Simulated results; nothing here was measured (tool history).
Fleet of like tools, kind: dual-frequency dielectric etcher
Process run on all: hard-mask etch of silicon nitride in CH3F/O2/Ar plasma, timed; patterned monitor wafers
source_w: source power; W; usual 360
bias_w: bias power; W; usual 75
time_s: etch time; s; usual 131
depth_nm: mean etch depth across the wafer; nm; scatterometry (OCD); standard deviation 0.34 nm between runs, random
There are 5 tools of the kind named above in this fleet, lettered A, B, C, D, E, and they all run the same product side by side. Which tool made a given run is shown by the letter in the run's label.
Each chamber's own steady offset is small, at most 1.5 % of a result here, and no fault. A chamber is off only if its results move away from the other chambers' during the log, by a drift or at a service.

| run | day | source_w | bias_w | time_s | hours since the last wet clean | hours since the last source power generator calibration | hours since the last bias power generator calibration | read-back reference wafer on the same gauge, depth_nm | depth_nm |
|---|---|---|---|---|---|---|---|---|---|
| 1D | 0.45 | 360 | 75 | 131 | 74.6 | 1779.1 | 551.8 | 104.59 | 90.207 |
| 2B | 0.9 | 360 | 75 | 131 | 311.8 | 292.7 | 355.4 | 104.57 | 90.071 |
| 3E | 1.179 | 360 | 75 | 131 | 463.5 | 2977.1 | 2168.9 | 104.57 | 89.607 |
| 4C | 1.517 | 360 | 75 | 131 | 221.5 | 4374.7 | 1113.6 | 104.58 | 89.975 |
| 5A | 1.946 | 360 | 75 | 131 | 152.3 | 1702.9 | 309.4 | 104.75 | 89.389 |
| 6C | 2.367 | 360 | 75 | 131 | 241.9 | 4395.1 | 1134 | 104.61 | 89.49 |
|  | 2.633 | chamber E: wet clean of the chamber |
| 7B | 2.808 | 360 | 75 | 131 | 357.6 | 338.5 | 401.2 | 104.72 | 89.757 |
| 8E | 3.075 | 360 | 75 | 131 | 10.6 | 3022.6 | 2214.4 | 104.62 | 89.455 |
| 9A | 3.429 | 360 | 75 | 131 | 187.9 | 1738.5 | 345 | 104.62 | 89.564 |
|  | 3.679 | chamber B: wet clean of the chamber |
| 10D | 3.796 | 360 | 75 | 131 | 154.9 | 1859.4 | 632.1 | 104.64 | 90.324 |
| 11A | 4.017 | 360 | 75 | 131 | 202 | 1752.6 | 359.1 | 104.45 | 89.322 |
| 12B | 4.342 | 360 | 75 | 131 | 15.9 | 375.3 | 438 | 104.54 | 90.313 |
| 13E | 4.742 | 360 | 75 | 131 | 50.6 | 3062.6 | 2254.4 | 104.62 | 90.254 |
| 14C | 5.192 | 360 | 75 | 131 | 309.7 | 4462.9 | 1201.8 | 104.6 | 89.86 |
| 15D | 5.408 | 360 | 75 | 131 | 193.6 | 1898.1 | 670.8 | 104.64 | 90.701 |
| 16E | 5.746 | 360 | 75 | 131 | 74.7 | 3086.7 | 2278.5 | 104.68 | 89.9 |
| 17C | 6.171 | 360 | 75 | 131 | 333.2 | 4486.4 | 1225.3 | 104.55 | 90.883 |
| 18D | 6.554 | 360 | 75 | 131 | 221.1 | 1925.6 | 698.3 | 104.56 | 90.425 |
| 19A | 6.938 | 360 | 75 | 131 | 272.1 | 1822.7 | 429.2 | 104.6 | 89.494 |
| 20B | 7.338 | 360 | 75 | 131 | 87.8 | 447.2 | 509.9 | 104.71 | 90.084 |
|  | 7.375 | chamber E: bias power generator calibrated |
| 21A | 7.725 | 360 | 86 | 131 | 291 | 1841.6 | 448.1 | 104.7 | 93.458 |
| 22B | 8.104 | 360 | 86 | 131 | 106.2 | 465.6 | 528.3 | 104.64 | 94.626 |
| 23D | 8.538 | 360 | 86 | 131 | 268.7 | 1973.2 | 745.9 | 104.66 | 94.725 |
| 24E | 8.954 | 360 | 86 | 131 | 151.7 | 3163.7 | 37.9 | 104.68 | 93.208 |
| 25C | 9.429 | 360 | 86 | 131 | 411.4 | 4564.6 | 1303.5 | 104.53 | 94.831 |
| 26D | 9.821 | 360 | 75 | 131 | 299.5 | 2004 | 776.7 | 104.59 | 90.177 |
| 27C | 10.183 | 360 | 75 | 131 | 429.5 | 4582.7 | 1321.6 | 104.56 | 90.407 |
|  | 10.233 | chamber C: wet clean of the chamber |
| 28A | 10.442 | 360 | 75 | 131 | 356.2 | 1906.8 | 513.3 | 104.61 | 89.141 |
| 29B | 10.779 | 360 | 75 | 131 | 170.4 | 529.8 | 592.5 | 104.63 | 88.99 |
| 30E | 11.108 | 360 | 75 | 111.5 | 203.4 | 3215.4 | 89.6 | 104.61 | 76.671 |
| 31D | 11.346 | 360 | 75 | 111.5 | 336.1 | 2040.6 | 813.3 | 104.66 | 76.981 |
| 32A | 11.596 | 360 | 75 | 111.5 | 383.9 | 1934.5 | 541 | 104.72 | 75.972 |
| 33E | 12 | 360 | 75 | 111.5 | 224.8 | 3236.8 | 111 | 104.72 | 76.543 |
| 34B | 12.254 | 360 | 75 | 111.5 | 205.8 | 565.2 | 627.9 | 104.5 | 76.095 |
| 35C | 12.496 | 360 | 75 | 131 | 54.4 | 4638.2 | 1377.1 | 104.54 | 89.759 |
| 36C | 12.904 | 280 | 75 | 131 | 64.2 | 4648 | 1386.9 | 104.57 | 82.295 |
| 37E | 13.354 | 280 | 75 | 131 | 257.3 | 3269.3 | 143.5 | 104.61 | 81.251 |

Which is it: a chamber that has drifted or been left off by a service, a gauge drift common to all chambers, or only each chamber's usual small offset? If a chamber is off, name it and its likeliest cause.

Beyond each chamber's small constant offset nothing stands out, and the gauge stays steady.

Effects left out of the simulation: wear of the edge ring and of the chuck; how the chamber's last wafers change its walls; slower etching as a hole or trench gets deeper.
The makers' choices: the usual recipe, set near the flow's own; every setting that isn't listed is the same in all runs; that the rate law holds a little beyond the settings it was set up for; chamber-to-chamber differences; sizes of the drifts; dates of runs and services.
